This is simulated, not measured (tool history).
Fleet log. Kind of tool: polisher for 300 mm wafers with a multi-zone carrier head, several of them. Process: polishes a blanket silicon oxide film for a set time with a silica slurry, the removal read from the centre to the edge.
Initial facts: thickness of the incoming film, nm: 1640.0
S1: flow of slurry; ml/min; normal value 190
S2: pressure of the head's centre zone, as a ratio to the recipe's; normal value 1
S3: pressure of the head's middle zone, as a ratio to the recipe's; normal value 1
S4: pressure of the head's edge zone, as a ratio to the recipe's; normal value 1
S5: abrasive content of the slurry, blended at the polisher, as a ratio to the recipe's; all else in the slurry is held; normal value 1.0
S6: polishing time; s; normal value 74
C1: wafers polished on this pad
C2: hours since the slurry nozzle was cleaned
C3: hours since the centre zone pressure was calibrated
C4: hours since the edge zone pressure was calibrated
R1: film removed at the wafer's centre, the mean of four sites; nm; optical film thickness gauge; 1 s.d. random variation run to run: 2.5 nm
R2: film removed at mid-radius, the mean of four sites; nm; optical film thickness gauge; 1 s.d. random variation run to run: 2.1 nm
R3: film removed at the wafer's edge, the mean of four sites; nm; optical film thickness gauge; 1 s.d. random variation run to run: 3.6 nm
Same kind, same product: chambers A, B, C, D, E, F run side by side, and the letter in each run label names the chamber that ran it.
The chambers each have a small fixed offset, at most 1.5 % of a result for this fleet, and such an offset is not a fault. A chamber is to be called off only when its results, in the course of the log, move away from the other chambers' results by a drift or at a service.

At hour 0.7: chamber F: worn pad replaced by a new one.
At hour 1.3: chamber D: worn pad replaced by a new one.
Run 1F, hour 4.5: usual settings; C1 28; C2 357.1; C3 142.2; C4 670.6. Result: R1 357.26 nm, R2 351.63 nm, R3 360.67 nm.
Run 2D, hour 7.7: usual settings; C1 47; C2 367.5; C3 556.2; C4 466.5. Result: R1 355.01 nm, R2 357.00 nm, R3 355.43 nm.
At hour 10.8: chamber A: edge zone pressure recalibrated.
Run 3C, hour 10.9: usual settings; C1 638; C2 214.9; C3 116.0; C4 1094.5. Result: R1 367.68 nm, R2 360.10 nm, R3 351.34 nm.
At hour 14.6: chamber E: worn pad replaced by a new one.
Run 4B, hour 14.6: usual settings; C1 604; C2 536.4; C3 866.3; C4 589.1. Result: R1 357.95 nm, R2 359.69 nm, R3 357.83 nm.
Run 5E, hour 17.5: usual settings; C1 22; C2 127.2; C3 101.1; C4 774.0. Result: R1 357.00 nm, R2 356.21 nm, R3 358.76 nm.
Run 6A, hour 22.6: usual settings; C1 332; C2 123.6; C3 534.7; C4 11.8. Result: R1 350.08 nm, R2 357.53 nm, R3 352.03 nm.
At hour 26.4: chamber B: worn pad replaced by a new one.
At hour 26.7: chamber C: slurry nozzle cleaned.
Run 7F, hour 26.7: usual settings; C1 193; C2 379.3; C3 164.4; C4 692.8. Result: R1 352.09 nm, R2 355.59 nm, R3 349.26 nm.
Run 8D, hour 31.4: usual settings; C1 224; C2 391.2; C3 579.9; C4 490.2. Result: R1 360.67 nm, R2 355.25 nm, R3 350.88 nm.
At hour 32.8: chamber B: slurry nozzle cleaned.
Run 9E, hour 34.3: usual settings; C1 147; C2 144.0; C3 117.9; C4 790.8. Result: R1 357.26 nm, R2 356.17 nm, R3 357.87 nm.
Run 10C, hour 38.4: usual settings; C1 843; C2 11.7; C3 143.5; C4 1122.0. Result: R1 362.80 nm, R2 359.96 nm, R3 353.38 nm.
Run 11B, hour 42.1: usual settings; C1 117; C2 9.3; C3 893.8; C4 616.6. Result: R1 355.20 nm, R2 351.70 nm, R3 355.93 nm.
Run 12A, hour 46.9: usual settings; C1 513; C2 147.9; C3 559.0; C4 36.1. Result: R1 353.73 nm, R2 356.41 nm, R3 354.68 nm.
Run 13A, hour 52.1: usual settings; C1 552; C2 153.1; C3 564.2; C4 41.3. Result: R1 354.44 nm, R2 358.55 nm, R3 349.83 nm.
Run 14D, hour 54.8: usual settings; C1 398; C2 414.6; C3 603.3; C4 513.6. Result: R1 362.58 nm, R2 355.88 nm, R3 356.58 nm.
Run 15C, hour 59.2: usual settings but S6 93 s; C1 998; C2 32.5; C3 164.3; C4 1142.8. Result: R1 453.23 nm, R2 452.16 nm, R3 450.43 nm.
Run 16F, hour 63.7: usual settings but S6 93 s; C1 469; C2 416.3; C3 201.4; C4 729.8. Result: R1 446.87 nm, R2 446.97 nm, R3 448.02 nm.
Run 17B, hour 67.2: usual settings but S6 93 s; C1 304; C2 34.4; C3 918.9; C4 641.7. Result: R1 450.16 nm, R2 449.38 nm, R3 451.98 nm.
Run 18E, hour 72.3: usual settings but S6 93 s; C1 430; C2 182.0; C3 155.9; C4 828.8. Result: R1 450.06 nm, R2 445.18 nm, R3 446.75 nm.
Run 19A, hour 74.9: usual settings but S6 93 s; C1 721; C2 175.9; C3 587.0; C4 64.1. Result: R1 444.83 nm, R2 445.05 nm, R3 444.17 nm.
Run 20F, hour 79.9: usual settings but S6 93 s; C1 589; C2 432.5; C3 217.6; C4 746.0. Result: R1 445.23 nm, R2 445.09 nm, R3 442.47 nm.
Run 21C, hour 82.2: usual settings but S1 255 ml/min; C1 1169; C2 55.5; C3 187.3; C4 1165.8. Result: R1 375.59 nm, R2 370.39 nm, R3 363.68 nm.
At hour 83.2: chamber A: worn pad replaced by a new one.
At hour 86.0: chamber C: worn pad replaced by a new one.
Run 22D, hour 86.4: usual settings but S1 255 ml/min; C1 633; C2 446.2; C3 634.9; C4 545.2. Result: R1 368.46 nm, R2 371.64 nm, R3 373.99 nm.
Run 23B, hour 88.8: usual settings but S1 255 ml/min; C1 465; C2 56.0; C3 940.5; C4 663.3. Result: R1 372.84 nm, R2 367.72 nm, R3 372.41 nm.
Run 24E, hour 91.6: usual settings but S1 255 ml/min; C1 573; C2 201.3; C3 175.2; C4 848.1. Result: R1 373.73 nm, R2 369.31 nm, R3 363.29 nm.
Run 25C, hour 96.8: usual settings but S1 255 ml/min; C1 81; C2 70.1; C3 201.9; C4 1180.4. Result: R1 372.35 nm, R2 367.10 nm, R3 368.50 nm.
Run 26F, hour 100.4: usual settings but S1 255 ml/min; C1 742; C2 453.0; C3 238.1; C4 766.5. Result: R1 366.63 nm, R2 370.28 nm, R3 364.28 nm.
Run 27B, hour 102.8: usual settings; C1 569; C2 70.0; C3 954.5; C4 677.3. Result: R1 356.38 nm, R2 354.90 nm, R3 358.64 nm.
Run 28A, hour 108.0: usual settings; C1 184; C2 209.0; C3 620.1; C4 97.2. Result: R1 352.99 nm, R2 354.58 nm, R3 347.30 nm.
At hour 109.6: chamber B: worn pad replaced by a new one.
Run 29D, hour 111.0: usual settings; C1 816; C2 470.8; C3 659.5; C4 569.8. Result: R1 354.98 nm, R2 359.97 nm, R3 356.74 nm.
Run 30E, hour 113.3: usual settings but S5 1.2; C1 735; C2 223.0; C3 196.9; C4 869.8. Result: R1 384.17 nm, R2 384.07 nm, R3 389.07 nm.
At hour 116.8: chamber E: worn pad replaced by a new one.
At hour 116.8: chamber D: worn pad replaced by a new one.
Run 31A, hour 117.3: usual settings but S5 1.2; C1 254; C2 218.3; C3 629.4; C4 106.5. Result: R1 380.96 nm, R2 383.03 nm, R3 387.12 nm.
Run 32E, hour 121.9: usual settings but S5 1.2; C1 38; C2 231.6; C3 205.5; C4 878.4. Result: R1 387.69 nm, R2 385.86 nm, R3 385.62 nm.
Run 33C, hour 125.1: usual settings but S5 1.2; C1 291; C2 98.4; C3 230.2; C4 1208.7. Result: R1 389.13 nm, R2 387.21 nm, R3 380.90 nm.
Run 34F, hour 129.4: usual settings but S5 1.2; C1 958; C2 482.0; C3 267.1; C4 795.5. Result: R1 389.40 nm, R2 387.30 nm, R3 387.14 nm.
Run 35B, hour 132.4: usual settings but S5 1.2; C1 170; C2 99.6; C3 984.1; C4 706.9. Result: R1 387.96 nm, R2 380.82 nm, R3 391.63 nm.
Run 36D, hour 135.7: usual settings but S5 0.7, S6 56 s; C1 141; C2 495.5; C3 684.2; C4 594.5. Result: R1 226.03 nm, R2 224.64 nm, R3 223.61 nm.
Run 37A, hour 138.3: usual settings but S5 0.7, S6 56 s; C1 410; C2 239.3; C3 650.4; C4 127.5. Result: R1 222.34 nm, R2 222.64 nm, R3 223.43 nm.

Read the log: is a single chamber off, either drifting away or since a service, is the gauge that measures every chamber drifting, or is nothing wrong beyond small per-chamber offsets? Name any odd chamber and what most likely caused it.

No chamber is off and the gauge is stable; the differences are just each chamber's small, constant offset.
